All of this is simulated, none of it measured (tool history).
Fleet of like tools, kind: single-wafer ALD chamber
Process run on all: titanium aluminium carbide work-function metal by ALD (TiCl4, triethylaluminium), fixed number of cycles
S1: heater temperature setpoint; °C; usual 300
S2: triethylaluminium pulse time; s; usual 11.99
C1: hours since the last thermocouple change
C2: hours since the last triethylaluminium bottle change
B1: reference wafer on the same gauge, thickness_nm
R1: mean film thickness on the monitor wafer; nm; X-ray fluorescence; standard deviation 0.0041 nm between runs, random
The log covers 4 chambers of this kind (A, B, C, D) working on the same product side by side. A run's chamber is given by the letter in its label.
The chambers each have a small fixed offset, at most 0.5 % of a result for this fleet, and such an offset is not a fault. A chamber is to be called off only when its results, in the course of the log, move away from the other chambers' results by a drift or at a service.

Run 1B, day 0.338: usual settings; C1 1340.3; C2 89.3; B1 1.9592. Result: R1 2.0328 nm.
Run 2A, day 0.654: usual settings; C1 3058.2; C2 309.6; B1 1.9604. Result: R1 2.0200 nm.
Run 3C, day 0.975: usual settings; C1 1193.6; C2 356.2; B1 1.9602. Result: R1 2.0197 nm.
Run 4D, day 1.267: usual settings; C1 2663.2; C2 1441.8; B1 1.9588. Result: R1 2.0317 nm.
Run 5D, day 1.896: usual settings; C1 2678.3; C2 1456.9; B1 1.9599. Result: R1 2.0312 nm.
Run 6A, day 2.504: usual settings; C1 3102.6; C2 354.0; B1 1.9604. Result: R1 2.0131 nm.
Run 7C, day 2.912: usual settings; C1 1240.1; C2 402.7; B1 1.9605. Result: R1 2.0204 nm.
Run 8B, day 3.288: usual settings; C1 1411.1; C2 160.1; B1 1.9604. Result: R1 2.0283 nm.
Run 9D, day 3.846: usual settings; C1 2725.1; C2 1503.7; B1 1.9588. Result: R1 2.0294 nm.
Run 10C, day 4.267: usual settings; C1 1272.6; C2 435.2; B1 1.9605. Result: R1 2.0219 nm.
Run 11B, day 4.567: usual settings; C1 1441.8; C2 190.8; B1 1.9596. Result: R1 2.0178 nm.
At day 5.212: chamber A: thermocouple changed; heater temperature recalibrated.
Run 12A, day 5.212: usual settings; C1 0.0; C2 419.0; B1 1.9607. Result: R1 2.0260 nm.
At day 5.283: chamber C: triethylaluminium bottle replaced.
At day 5.621: chamber D: triethylaluminium bottle replaced.
Run 13A, day 5.788: usual settings; C1 13.8; C2 432.8; B1 1.9604. Result: R1 2.0269 nm.
At day 6.075: chamber D: thermocouple changed; heater temperature recalibrated.
Run 14D, day 6.342: usual settings; C1 6.4; C2 17.4; B1 1.9597. Result: R1 2.0070 nm.
Run 15B, day 6.917: usual settings; C1 1498.2; C2 247.2; B1 1.9600. Result: R1 2.0246 nm.
Run 16C, day 7.525: usual settings; C1 1350.8; C2 53.8; B1 1.9594. Result: R1 2.0273 nm.
Run 17D, day 8.183: usual settings; C1 50.6; C2 61.6; B1 1.9605. Result: R1 1.9965 nm.
Run 18C, day 8.804: usual settings; C1 1381.5; C2 84.5; B1 1.9592. Result: R1 2.0327 nm.
Run 19A, day 9.200: usual settings; C1 95.7; C2 514.7; B1 1.9599. Result: R1 2.0262 nm.
Run 20B, day 9.583: usual settings; C1 1562.2; C2 311.2; B1 1.9604. Result: R1 2.0314 nm.
Run 21D, day 9.879: usual settings; C1 91.3; C2 102.3; B1 1.9602. Result: R1 2.0031 nm.
Run 22B, day 10.408: usual settings but S1 305 °C, S2 7.38 s; C1 1582.0; C2 331.0; B1 1.9602. Result: R1 1.9286 nm.
Run 23C, day 10.992: usual settings but S1 305 °C, S2 7.38 s; C1 1434.0; C2 137.0; B1 1.9593. Result: R1 1.9405 nm.
Run 24A, day 11.483: usual settings but S1 305 °C, S2 7.38 s; C1 150.5; C2 569.5; B1 1.9604. Result: R1 1.9380 nm.
Run 25B, day 11.950: usual settings but S1 305 °C, S2 7.38 s; C1 1619.0; C2 368.0; B1 1.9596. Result: R1 1.9284 nm.
Run 26A, day 12.279: usual settings; C1 169.6; C2 588.6; B1 1.9600. Result: R1 2.0264 nm.
Run 27D, day 12.604: usual settings; C1 156.7; C2 167.7; B1 1.9604. Result: R1 2.0023 nm.

All chambers now run identical settings, listed one chamber a line with results as question marks. What results will each chamber show?
Run 28A, day 13.083: usual settings. Result: R1 ?.
Run 28B, day 13.083: usual settings. Result: R1 ?.
Run 28C, day 13.083: usual settings. Result: R1 ?.
Run 28D, day 13.083: usual settings. Result: R1 ?.

run      R1
28A  2.0259
28B  2.0224
28C  2.0253
28D  1.9997

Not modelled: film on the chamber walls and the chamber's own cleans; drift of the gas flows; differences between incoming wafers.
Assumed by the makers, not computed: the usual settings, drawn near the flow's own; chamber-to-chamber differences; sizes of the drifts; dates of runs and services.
